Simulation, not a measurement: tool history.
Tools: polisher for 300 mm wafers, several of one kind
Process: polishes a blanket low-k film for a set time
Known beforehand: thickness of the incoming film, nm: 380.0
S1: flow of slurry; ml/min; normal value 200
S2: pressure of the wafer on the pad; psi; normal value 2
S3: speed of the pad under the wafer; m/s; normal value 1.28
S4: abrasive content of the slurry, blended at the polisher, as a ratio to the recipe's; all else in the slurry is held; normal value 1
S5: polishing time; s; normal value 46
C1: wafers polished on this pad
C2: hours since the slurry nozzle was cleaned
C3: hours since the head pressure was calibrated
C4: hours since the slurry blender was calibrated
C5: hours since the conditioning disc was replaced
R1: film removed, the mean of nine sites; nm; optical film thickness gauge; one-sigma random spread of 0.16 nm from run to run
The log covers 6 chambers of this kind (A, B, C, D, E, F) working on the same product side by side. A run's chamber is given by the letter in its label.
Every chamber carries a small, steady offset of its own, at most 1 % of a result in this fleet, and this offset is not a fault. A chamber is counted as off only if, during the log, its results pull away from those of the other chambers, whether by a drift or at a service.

{"hour": 8.0, "done": "chamber D: conditioning disc replaced and pad reconditioned"}
{"run": "1F", "hour": 8.2, "S1": 200, "S2": 2, "S3": 1.28, "S4": 1, "S5": 46, "C1": 484, "C2": 84.1, "C3": 597.6, "C4": 76.7, "C5": 145.1, "R1": 19.379}
{"hour": 14.6, "done": "chamber A: worn pad replaced by a new one"}
{"run": "2D", "hour": 15.5, "S1": 200, "S2": 2, "S3": 1.28, "S4": 1, "S5": 46, "C1": 439, "C2": 133.5, "C3": 493.4, "C4": 176.6, "C5": 7.6, "R1": 19.509}
{"hour": 18.3, "done": "chamber C: worn pad replaced by a new one"}
{"run": "3E", "hour": 20.0, "S1": 200, "S2": 2, "S3": 1.28, "S4": 1, "S5": 46, "C1": 681, "C2": 238.6, "C3": 116.6, "C4": 96.3, "C5": 245.9, "R1": 19.328}
{"hour": 26.8, "done": "chamber E: worn pad replaced by a new one"}
{"run": "4B", "hour": 28.5, "S1": 200, "S2": 2, "S3": 1.28, "S4": 1, "S5": 46, "C1": 657, "C2": 239.8, "C3": 1136.5, "C4": 219.9, "C5": 197.5, "R1": 19.347}
{"hour": 32.3, "done": "chamber B: worn pad replaced by a new one"}
{"hour": 33.3, "done": "chamber C: slurry blender recalibrated"}
{"run": "5A", "hour": 36.9, "S1": 200, "S2": 2, "S3": 1.28, "S4": 1, "S5": 46, "C1": 298, "C2": 183.7, "C3": 80.5, "C4": 146.2, "C5": 247.2, "R1": 19.238}
{"run": "6C", "hour": 44.8, "S1": 200, "S2": 2, "S3": 1.28, "S4": 1, "S5": 46, "C1": 355, "C2": 317.5, "C3": 305.4, "C4": 11.6, "C5": 262.2, "R1": 19.055}
{"hour": 47.1, "done": "chamber F: worn pad replaced by a new one"}
{"run": "7A", "hour": 49.3, "S1": 200, "S2": 2, "S3": 1.28, "S4": 1, "S5": 46, "C1": 464, "C2": 196.1, "C3": 92.9, "C4": 158.6, "C5": 259.6, "R1": 19.046}
{"run": "8E", "hour": 58.0, "S1": 200, "S2": 2, "S3": 1.28, "S4": 1, "S5": 46, "C1": 418, "C2": 276.6, "C3": 154.6, "C4": 134.3, "C5": 283.9, "R1": 19.365}
{"run": "9D", "hour": 66.9, "S1": 200, "S2": 2, "S3": 1.28, "S4": 1, "S5": 46, "C1": 1126, "C2": 184.9, "C3": 544.8, "C4": 228, "C5": 59, "R1": 19.382}
{"hour": 70.4, "done": "chamber C: worn pad replaced by a new one"}
{"run": "10C", "hour": 72.2, "S1": 200, "S2": 2, "S3": 1.28, "S4": 1, "S5": 46, "C1": 25, "C2": 344.9, "C3": 332.8, "C4": 39, "C5": 289.6, "R1": 19.701}
{"run": "11B", "hour": 78.2, "S1": 200, "S2": 2, "S3": 1.28, "S4": 1, "S5": 46, "C1": 614, "C2": 289.5, "C3": 1186.2, "C4": 269.6, "C5": 247.2, "R1": 19.287}
{"hour": 83.8, "done": "chamber D: worn pad replaced by a new one"}
{"run": "12F", "hour": 86.7, "S1": 200, "S2": 2, "S3": 1.28, "S4": 1, "S5": 46, "C1": 530, "C2": 162.6, "C3": 676.1, "C4": 155.2, "C5": 223.6, "R1": 19.596}
{"hour": 89.6, "done": "chamber E: worn pad replaced by a new one"}
{"hour": 92.7, "done": "chamber B: worn pad replaced by a new one"}
{"run": "13A", "hour": 94.2, "S1": 200, "S2": 2, "S3": 1.28, "S4": 1, "S5": 46, "C1": 1065, "C2": 241, "C3": 137.8, "C4": 203.5, "C5": 304.5, "R1": 19.15}
{"run": "14D", "hour": 102.8, "S1": 200, "S2": 2, "S3": 1.28, "S4": 1, "S5": 46, "C1": 254, "C2": 220.8, "C3": 580.7, "C4": 263.9, "C5": 94.9, "R1": 19.29}
{"run": "15F", "hour": 108.4, "S1": 155, "S2": 2, "S3": 1.28, "S4": 1, "S5": 46, "C1": 820, "C2": 184.3, "C3": 697.8, "C4": 176.9, "C5": 245.3, "R1": 18.661}
{"hour": 109.0, "done": "chamber F: worn pad replaced by a new one"}
{"hour": 111.1, "done": "chamber A: worn pad replaced by a new one"}
{"run": "16B", "hour": 112.6, "S1": 155, "S2": 2, "S3": 1.28, "S4": 1, "S5": 46, "C1": 266, "C2": 323.9, "C3": 1220.6, "C4": 304, "C5": 281.6, "R1": 18.637}
{"hour": 116.0, "done": "chamber C: worn pad replaced by a new one"}
{"run": "17C", "hour": 119.3, "S1": 155, "S2": 2, "S3": 1.28, "S4": 1, "S5": 46, "C1": 44, "C2": 392, "C3": 379.9, "C4": 86.1, "C5": 336.7, "R1": 18.949}
{"run": "18E", "hour": 123.5, "S1": 155, "S2": 2, "S3": 1.28, "S4": 1, "S5": 46, "C1": 454, "C2": 342.1, "C3": 220.1, "C4": 199.8, "C5": 349.4, "R1": 18.538}
{"hour": 125.7, "done": "chamber B: conditioning disc replaced and pad reconditioned"}
{"hour": 130.3, "done": "chamber D: slurry blender recalibrated"}
{"run": "19F", "hour": 131.4, "S1": 155, "S2": 2, "S3": 1.28, "S4": 1, "S5": 46, "C1": 299, "C2": 207.3, "C3": 720.8, "C4": 199.9, "C5": 268.3, "R1": 18.692}
{"hour": 136.3, "done": "chamber B: slurry blender recalibrated"}
{"run": "20D", "hour": 138.1, "S1": 155, "S2": 2, "S3": 1.28, "S4": 1, "S5": 46, "C1": 726, "C2": 256.1, "C3": 616, "C4": 7.8, "C5": 130.2, "R1": 18.503}
{"hour": 138.3, "done": "chamber B: worn pad replaced by a new one"}
{"hour": 139.2, "done": "chamber E: worn pad replaced by a new one"}
{"hour": 140.0, "done": "chamber D: conditioning disc replaced and pad reconditioned"}
{"run": "21A", "hour": 146.7, "S1": 200, "S2": 2, "S3": 1.12, "S4": 1, "S5": 46, "C1": 477, "C2": 293.5, "C3": 190.3, "C4": 256, "C5": 357, "R1": 17.012}
{"run": "22E", "hour": 150.6, "S1": 200, "S2": 2, "S3": 1.12, "S4": 1, "S5": 46, "C1": 152, "C2": 369.2, "C3": 247.2, "C4": 226.9, "C5": 376.5, "R1": 17.297}
{"hour": 157.6, "done": "chamber B: head pressure recalibrated"}
{"run": "23C", "hour": 158.7, "S1": 200, "S2": 2, "S3": 1.12, "S4": 1, "S5": 46, "C1": 571, "C2": 431.4, "C3": 419.3, "C4": 125.5, "C5": 376.1, "R1": 17.363}
{"run": "24B", "hour": 163.5, "S1": 200, "S2": 2, "S3": 1.12, "S4": 1, "S5": 46, "C1": 338, "C2": 374.8, "C3": 6, "C4": 27.2, "C5": 37.8, "R1": 16.062}
{"hour": 164.1, "done": "chamber C: worn pad replaced by a new one"}
{"run": "25B", "hour": 171.3, "S1": 200, "S2": 2, "S3": 1.12, "S4": 1, "S5": 46, "C1": 442, "C2": 382.6, "C3": 13.8, "C4": 35, "C5": 45.6, "R1": 16.027}
{"run": "26F", "hour": 175.6, "S1": 200, "S2": 2, "S3": 1.12, "S4": 1, "S5": 46, "C1": 890, "C2": 251.5, "C3": 765, "C4": 244.1, "C5": 312.5, "R1": 17.362}
{"run": "27C", "hour": 182.2, "S1": 200, "S2": 2, "S3": 1.28, "S4": 1, "S5": 46, "C1": 242, "C2": 454.9, "C3": 442.8, "C4": 149, "C5": 399.6, "R1": 19.261}
{"hour": 183.0, "done": "chamber F: worn pad replaced by a new one"}
{"hour": 183.7, "done": "chamber D: worn pad replaced by a new one"}
{"hour": 190.7, "done": "chamber B: worn pad replaced by a new one"}
{"run": "28A", "hour": 190.9, "S1": 200, "S2": 2, "S3": 1.28, "S4": 0.9, "S5": 46, "C1": 1068, "C2": 337.7, "C3": 234.5, "C4": 300.2, "C5": 401.2, "R1": 18.506}
{"hour": 194.8, "done": "chamber E: worn pad replaced by a new one"}
{"hour": 194.8, "done": "chamber C: slurry nozzle cleaned"}
{"hour": 195.8, "done": "chamber F: slurry blender recalibrated"}
{"run": "29E", "hour": 195.8, "S1": 200, "S2": 2, "S3": 1.28, "S4": 0.9, "S5": 46, "C1": 14, "C2": 414.4, "C3": 292.4, "C4": 272.1, "C5": 421.7, "R1": 18.44}
{"run": "30D", "hour": 202.4, "S1": 200, "S2": 2, "S3": 1.28, "S4": 0.9, "S5": 46, "C1": 250, "C2": 320.4, "C3": 680.3, "C4": 72.1, "C5": 62.5, "R1": 18.42}
{"hour": 209.6, "done": "chamber C: worn pad replaced by a new one"}
{"run": "31B", "hour": 210.2, "S1": 200, "S2": 2, "S3": 1.28, "S4": 0.9, "S5": 46, "C1": 262, "C2": 421.5, "C3": 52.7, "C4": 73.9, "C5": 84.5, "R1": 17.32}
{"run": "32C", "hour": 215.3, "S1": 200, "S2": 2, "S3": 1.28, "S4": 0.9, "S5": 46, "C1": 77, "C2": 20.5, "C3": 475.9, "C4": 182.1, "C5": 432.7, "R1": 18.169}
{"hour": 217.6, "done": "chamber A: worn pad replaced by a new one"}
{"run": "33F", "hour": 223.4, "S1": 200, "S2": 2, "S3": 1.28, "S4": 0.9, "S5": 46, "C1": 540, "C2": 299.3, "C3": 812.8, "C4": 27.7, "C5": 360.3, "R1": 18.331}
{"hour": 226.8, "done": "chamber E: slurry blender recalibrated"}
{"run": "34D", "hour": 227.7, "S1": 200, "S2": 2, "S3": 1.28, "S4": 1, "S5": 46, "C1": 588, "C2": 345.7, "C3": 705.6, "C4": 97.4, "C5": 87.8, "R1": 19.156}
{"run": "35A", "hour": 236.8, "S1": 200, "S2": 2, "S3": 1.28, "S4": 1, "S5": 46, "C1": 257, "C2": 383.6, "C3": 280.4, "C4": 346.1, "C5": 447.1, "R1": 18.914}
{"hour": 243.0, "done": "chamber B: worn pad replaced by a new one"}
{"run": "36E", "hour": 243.4, "S1": 200, "S2": 2, "S3": 1.28, "S4": 1, "S5": 46, "C1": 651, "C2": 462, "C3": 340, "C4": 16.7, "C5": 469.3, "R1": 19.271}
{"hour": 244.9, "done": "chamber F: worn pad replaced by a new one"}
{"hour": 246.1, "done": "chamber E: conditioning disc replaced and pad reconditioned"}
{"run": "37E", "hour": 248.9, "S1": 255, "S2": 2, "S3": 1.02, "S4": 1, "S5": 46, "C1": 724, "C2": 467.5, "C3": 345.5, "C4": 22.2, "C5": 2.9, "R1": 16.435}
{"run": "38F", "hour": 253.2, "S1": 255, "S2": 2, "S3": 1.02, "S4": 1, "S5": 46, "C1": 111, "C2": 329.1, "C3": 842.6, "C4": 57.5, "C5": 390.1, "R1": 16.802}
{"run": "39B", "hour": 261.7, "S1": 255, "S2": 2, "S3": 1.02, "S4": 1, "S5": 46, "C1": 250, "C2": 473, "C3": 104.2, "C4": 125.4, "C5": 136, "R1": 15.3}
{"run": "40D", "hour": 266.6, "S1": 255, "S2": 2, "S3": 1.02, "S4": 1, "S5": 46, "C1": 1109, "C2": 384.6, "C3": 744.5, "C4": 136.3, "C5": 126.7, "R1": 16.262}

For the next run the whole fleet of 6 chambers uses the same settings. Give each chamber's results:
{"run": "41A", "hour": 273.3, "S1": 200, "S2": 2, "S3": 1.28, "S4": 1, "S5": 41, "R1": "?"}
{"run": "41B", "hour": 273.3, "S1": 200, "S2": 2, "S3": 1.28, "S4": 1, "S5": 41, "R1": "?"}
{"run": "41C", "hour": 273.3, "S1": 200, "S2": 2, "S3": 1.28, "S4": 1, "S5": 41, "R1": "?"}
{"run": "41D", "hour": 273.3, "S1": 200, "S2": 2, "S3": 1.28, "S4": 1, "S5": 41, "R1": "?"}
{"run": "41E", "hour": 273.3, "S1": 200, "S2": 2, "S3": 1.28, "S4": 1, "S5": 41, "R1": "?"}
{"run": "41F", "hour": 273.3, "S1": 200, "S2": 2, "S3": 1.28, "S4": 1, "S5": 41, "R1": "?"}

run=41A R1=17.062
run=41B R1=15.637
run=41C R1=17.128
run=41D R1=16.978
run=41E R1=16.955
run=41F R1=17.293
